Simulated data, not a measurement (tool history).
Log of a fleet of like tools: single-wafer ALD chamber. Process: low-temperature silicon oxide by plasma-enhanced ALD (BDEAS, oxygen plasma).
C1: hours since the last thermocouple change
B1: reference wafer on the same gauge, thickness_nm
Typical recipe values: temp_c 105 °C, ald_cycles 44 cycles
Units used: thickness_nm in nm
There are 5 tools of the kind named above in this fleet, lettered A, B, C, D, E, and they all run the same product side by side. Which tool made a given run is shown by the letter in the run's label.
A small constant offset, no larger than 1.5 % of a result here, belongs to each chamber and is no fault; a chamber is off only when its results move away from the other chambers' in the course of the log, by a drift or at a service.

run 1A day=0.388 | temp_c=105 ald_cycles=44 | C1=1548.7 | B1=7.2964 | thickness_nm=6.2316
run 2B day=0.646 | temp_c=105 ald_cycles=44 | C1=721.8 | B1=7.299 | thickness_nm=6.2983
run 3C day=0.842 | temp_c=105 ald_cycles=44 | C1=640.1 | B1=7.2962 | thickness_nm=6.2319
run 4D day=1.046 | temp_c=105 ald_cycles=44 | C1=307.4 | B1=7.2946 | thickness_nm=6.3055
run 5E day=1.383 | temp_c=105 ald_cycles=44 | C1=1158.6 | B1=7.2913 | thickness_nm=6.2567
run 6C day=1.608 | temp_c=99 ald_cycles=40 | C1=658.5 | B1=7.2937 | thickness_nm=5.7334
run 7B day=1.921 | temp_c=99 ald_cycles=40 | C1=752.4 | B1=7.2939 | thickness_nm=5.7987
run 8A day=2.229 | temp_c=99 ald_cycles=40 | C1=1592.9 | B1=7.2881 | thickness_nm=5.7496
run 9D day=2.533 | temp_c=99 ald_cycles=40 | C1=343.1 | B1=7.2884 | thickness_nm=5.7748
run 10E day=2.754 | temp_c=99 ald_cycles=40 | C1=1191.5 | B1=7.2896 | thickness_nm=5.7591
run 11D day=3.079 | temp_c=105 ald_cycles=44 | C1=356.2 | B1=7.2887 | thickness_nm=6.281
run 12E day=3.25 | temp_c=105 ald_cycles=44 | C1=1203.4 | B1=7.2839 | thickness_nm=6.2596
run 13B day=3.45 | temp_c=105 ald_cycles=44 | C1=789.1 | B1=7.2858 | thickness_nm=6.275
run 14A day=3.675 | temp_c=105 ald_cycles=44 | C1=1627.6 | B1=7.2852 | thickness_nm=6.2164
run 15C day=4.033 | temp_c=105 ald_cycles=44 | C1=716.7 | B1=7.2818 | thickness_nm=6.2154
run 16C day=4.404 | temp_c=105 ald_cycles=44 | C1=725.6 | B1=7.2801 | thickness_nm=6.2125
run 17D day=4.575 | temp_c=105 ald_cycles=44 | C1=392.1 | B1=7.2752 | thickness_nm=6.278
-- day=4.854 chamber E: thermocouple changed; heater temperature recalibrated
run 18A day=4.954 | temp_c=105 ald_cycles=44 | C1=1658.3 | B1=7.2759 | thickness_nm=6.2203
run 19B day=5.204 | temp_c=105 ald_cycles=44 | C1=831.2 | B1=7.2732 | thickness_nm=6.2748
run 20E day=5.492 | temp_c=105 ald_cycles=44 | C1=15.3 | B1=7.2747 | thickness_nm=6.258
run 21D day=5.683 | temp_c=105 ald_cycles=44 | C1=418.7 | B1=7.2729 | thickness_nm=6.2783
run 22B day=6.058 | temp_c=105 ald_cycles=44 | C1=851.7 | B1=7.275 | thickness_nm=6.2807
run 23E day=6.412 | temp_c=105 ald_cycles=44 | C1=37.4 | B1=7.2684 | thickness_nm=6.2553
run 24C day=6.692 | temp_c=92 ald_cycles=37 | C1=780.5 | B1=7.2665 | thickness_nm=5.4205
run 25A day=6.992 | temp_c=92 ald_cycles=37 | C1=1707.2 | B1=7.2675 | thickness_nm=5.4118
run 26C day=7.254 | temp_c=92 ald_cycles=37 | C1=794 | B1=7.2638 | thickness_nm=5.4124
run 27B day=7.554 | temp_c=92 ald_cycles=37 | C1=887.6 | B1=7.2668 | thickness_nm=5.4727
run 28D day=7.858 | temp_c=92 ald_cycles=37 | C1=470.9 | B1=7.2624 | thickness_nm=5.4703
run 29E day=8.104 | temp_c=105 ald_cycles=44 | C1=78 | B1=7.2618 | thickness_nm=6.2485
run 30A day=8.45 | temp_c=105 ald_cycles=37 | C1=1742.2 | B1=7.2603 | thickness_nm=5.2246
run 31E day=8.688 | temp_c=105 ald_cycles=37 | C1=92 | B1=7.2612 | thickness_nm=5.2416
run 32A day=8.979 | temp_c=105 ald_cycles=37 | C1=1754.9 | B1=7.2572 | thickness_nm=5.1942
run 33B day=9.233 | temp_c=105 ald_cycles=37 | C1=927.9 | B1=7.2567 | thickness_nm=5.2662
run 34D day=9.533 | temp_c=105 ald_cycles=37 | C1=511.1 | B1=7.2564 | thickness_nm=5.2745
run 35C day=9.833 | temp_c=105 ald_cycles=44 | C1=855.9 | B1=7.2571 | thickness_nm=6.2058
run 36A day=10.125 | temp_c=105 ald_cycles=44 | C1=1782.4 | B1=7.2519 | thickness_nm=6.1804

Has any chamber moved away from the others, gradually or after a service, or does the common gauge drift, or do the chambers differ only by their own small steady offsets? State the chamber and the most likely cause if one applies.

The shared gauge is drifting. All chambers look as if they move in step, but none is off.
Most likely cause: gauge reads low (%) = 0.665.

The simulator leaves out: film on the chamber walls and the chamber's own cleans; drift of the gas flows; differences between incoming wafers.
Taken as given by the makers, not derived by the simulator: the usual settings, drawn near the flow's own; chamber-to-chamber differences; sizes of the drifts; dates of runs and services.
